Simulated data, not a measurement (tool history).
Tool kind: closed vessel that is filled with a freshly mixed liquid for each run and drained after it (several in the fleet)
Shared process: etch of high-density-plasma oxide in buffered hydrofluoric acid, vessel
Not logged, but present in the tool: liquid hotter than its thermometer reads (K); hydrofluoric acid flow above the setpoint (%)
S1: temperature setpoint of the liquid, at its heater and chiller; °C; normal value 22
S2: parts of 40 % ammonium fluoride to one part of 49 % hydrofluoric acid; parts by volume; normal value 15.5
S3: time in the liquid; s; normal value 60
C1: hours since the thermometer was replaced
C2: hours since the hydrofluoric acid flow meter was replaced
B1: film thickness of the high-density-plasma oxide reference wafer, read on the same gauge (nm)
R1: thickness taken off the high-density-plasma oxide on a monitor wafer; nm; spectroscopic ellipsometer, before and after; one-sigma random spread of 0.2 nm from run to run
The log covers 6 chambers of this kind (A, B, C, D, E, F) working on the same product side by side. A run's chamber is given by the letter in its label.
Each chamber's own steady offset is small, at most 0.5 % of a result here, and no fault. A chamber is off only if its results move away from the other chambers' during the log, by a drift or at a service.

run 1E day=0.454 | S1=22 S2=15.5 S3=60 | C1=441.7 C2=626.7 | B1=40.008 | R1=54.767
run 2A day=0.929 | S1=22 S2=15.5 S3=60 | C1=467.6 C2=1152.3 | B1=39.963 | R1=54.426
run 3D day=1.550 | S1=22 S2=15.5 S3=60 | C1=53.0 C2=949.9 | B1=39.981 | R1=54.726
run 4B day=2.125 | S1=22 S2=15.5 S3=60 | C1=706.9 C2=228.9 | B1=39.991 | R1=54.955
run 5C day=2.567 | S1=22 S2=15.5 S3=60 | C1=1396.0 C2=375.7 | B1=39.987 | R1=54.386
run 6F day=2.888 | S1=22 S2=15.5 S3=60 | C1=1120.1 C2=197.8 | B1=39.989 | R1=54.781
run 7A day=3.400 | S1=22 S2=15.5 S3=60 | C1=526.9 C2=1211.6 | B1=39.968 | R1=54.309
run 8D day=4.021 | S1=22 S2=15.5 S3=60 | C1=112.3 C2=1009.2 | B1=40.014 | R1=54.304
run 9F day=4.342 | S1=22 S2=18.5 S3=75 | C1=1155.0 C2=232.7 | B1=39.989 | R1=57.077
run 10C day=4.971 | S1=22 S2=18.5 S3=75 | C1=1453.7 C2=433.4 | B1=39.967 | R1=57.465
run 11B day=5.462 | S1=22 S2=18.5 S3=75 | C1=787.0 C2=309.0 | B1=40.008 | R1=56.860
run 12E day=5.833 | S1=22 S2=18.5 S3=75 | C1=570.8 C2=755.8 | B1=39.958 | R1=57.119
run 13E day=6.362 | S1=22 S2=18.5 S3=75 | C1=583.5 C2=768.5 | B1=39.984 | R1=57.541
run 14B day=6.979 | S1=22 S2=18.5 S3=75 | C1=823.4 C2=345.4 | B1=40.014 | R1=57.146
run 15D day=7.654 | S1=22 S2=15.5 S3=60 | C1=199.5 C2=1096.4 | B1=39.985 | R1=54.179
run 16C day=8.267 | S1=22 S2=15.5 S3=60 | C1=1532.8 C2=512.5 | B1=39.996 | R1=55.531
run 17F day=8.575 | S1=22 S2=15.5 S3=60 | C1=1256.6 C2=334.3 | B1=39.991 | R1=54.660
run 18A day=9.017 | S1=22 S2=15.5 S3=60 | C1=661.7 C2=1346.4 | B1=39.995 | R1=54.859
-- day=9.158 chamber B: hydrofluoric acid flow meter replaced
run 19A day=9.379 | S1=22 S2=15.5 S3=60 | C1=670.4 C2=1355.1 | B1=40.015 | R1=54.959
run 20B day=9.925 | S1=22 S2=15.5 S3=60 | C1=894.1 C2=18.4 | B1=40.050 | R1=54.713
run 21F day=10.329 | S1=22 S2=15.5 S3=60 | C1=1298.7 C2=376.4 | B1=40.043 | R1=54.042
run 22D day=10.771 | S1=22 S2=15.5 S3=60 | C1=274.3 C2=1171.2 | B1=40.013 | R1=54.268
run 23C day=11.383 | S1=22 S2=15.5 S3=60 | C1=1607.6 C2=587.3 | B1=39.994 | R1=55.508
run 24E day=11.779 | S1=22 S2=15.5 S3=60 | C1=713.5 C2=898.5 | B1=40.059 | R1=54.421
run 25B day=12.388 | S1=22 S2=12.0 S3=60 | C1=953.2 C2=77.5 | B1=40.038 | R1=69.844
-- day=12.725 chamber E: thermometer replaced
run 26F day=12.758 | S1=22 S2=12.0 S3=60 | C1=1357.0 C2=434.7 | B1=39.986 | R1=69.851
run 27C day=13.238 | S1=22 S2=12.0 S3=60 | C1=1652.1 C2=631.8 | B1=40.032 | R1=72.214
run 28D day=13.629 | S1=22 S2=12.0 S3=60 | C1=342.9 C2=1239.8 | B1=39.961 | R1=69.594
run 29E day=14.142 | S1=22 S2=12.0 S3=60 | C1=34.0 C2=955.2 | B1=40.019 | R1=70.735
-- day=14.608 chamber E: hydrofluoric acid flow meter replaced
-- day=14.812 chamber C: thermometer replaced
run 30A day=14.812 | S1=22 S2=12.0 S3=60 | C1=800.8 C2=1485.5 | B1=39.983 | R1=70.447
run 31A day=15.275 | S1=22 S2=15.5 S3=75 | C1=811.9 C2=1496.6 | B1=39.997 | R1=68.282
run 32C day=15.612 | S1=22 S2=15.5 S3=75 | C1=19.3 C2=688.8 | B1=39.993 | R1=70.949
run 33F day=16.167 | S1=22 S2=15.5 S3=75 | C1=1438.8 C2=516.5 | B1=39.999 | R1=67.928
run 34B day=16.779 | S1=22 S2=15.5 S3=75 | C1=1058.6 C2=182.9 | B1=39.943 | R1=67.904
run 35E day=17.404 | S1=22 S2=15.5 S3=75 | C1=112.3 C2=67.2 | B1=40.018 | R1=68.215
run 36D day=17.717 | S1=22 S2=15.5 S3=75 | C1=441.0 C2=1337.9 | B1=40.027 | R1=67.997
run 37A day=18.192 | S1=22 S2=15.5 S3=60 | C1=881.9 C2=1566.6 | B1=40.004 | R1=54.670
run 38B day=18.633 | S1=22 S2=15.5 S3=60 | C1=1103.1 C2=227.4 | B1=40.009 | R1=54.393
run 39F day=19.042 | S1=22 S2=15.5 S3=60 | C1=1507.8 C2=585.5 | B1=39.995 | R1=54.484
run 40C day=19.388 | S1=22 S2=15.5 S3=60 | C1=109.9 C2=779.4 | B1=40.074 | R1=57.483

Next, every chamber runs the same settings. What will each give?
run 41A day=19.875 | S1=22 S2=15.5 S3=60 | R1=?
run 41B day=19.875 | S1=22 S2=15.5 S3=60 | R1=?
run 41C day=19.875 | S1=22 S2=15.5 S3=60 | R1=?
run 41D day=19.875 | S1=22 S2=15.5 S3=60 | R1=?
run 41E day=19.875 | S1=22 S2=15.5 S3=60 | R1=?
run 41F day=19.875 | S1=22 S2=15.5 S3=60 | R1=?

run=41A R1=54.394
run=41B R1=54.445
run=41C R1=57.272
run=41D R1=54.327
run=41E R1=54.810
run=41F R1=54.889
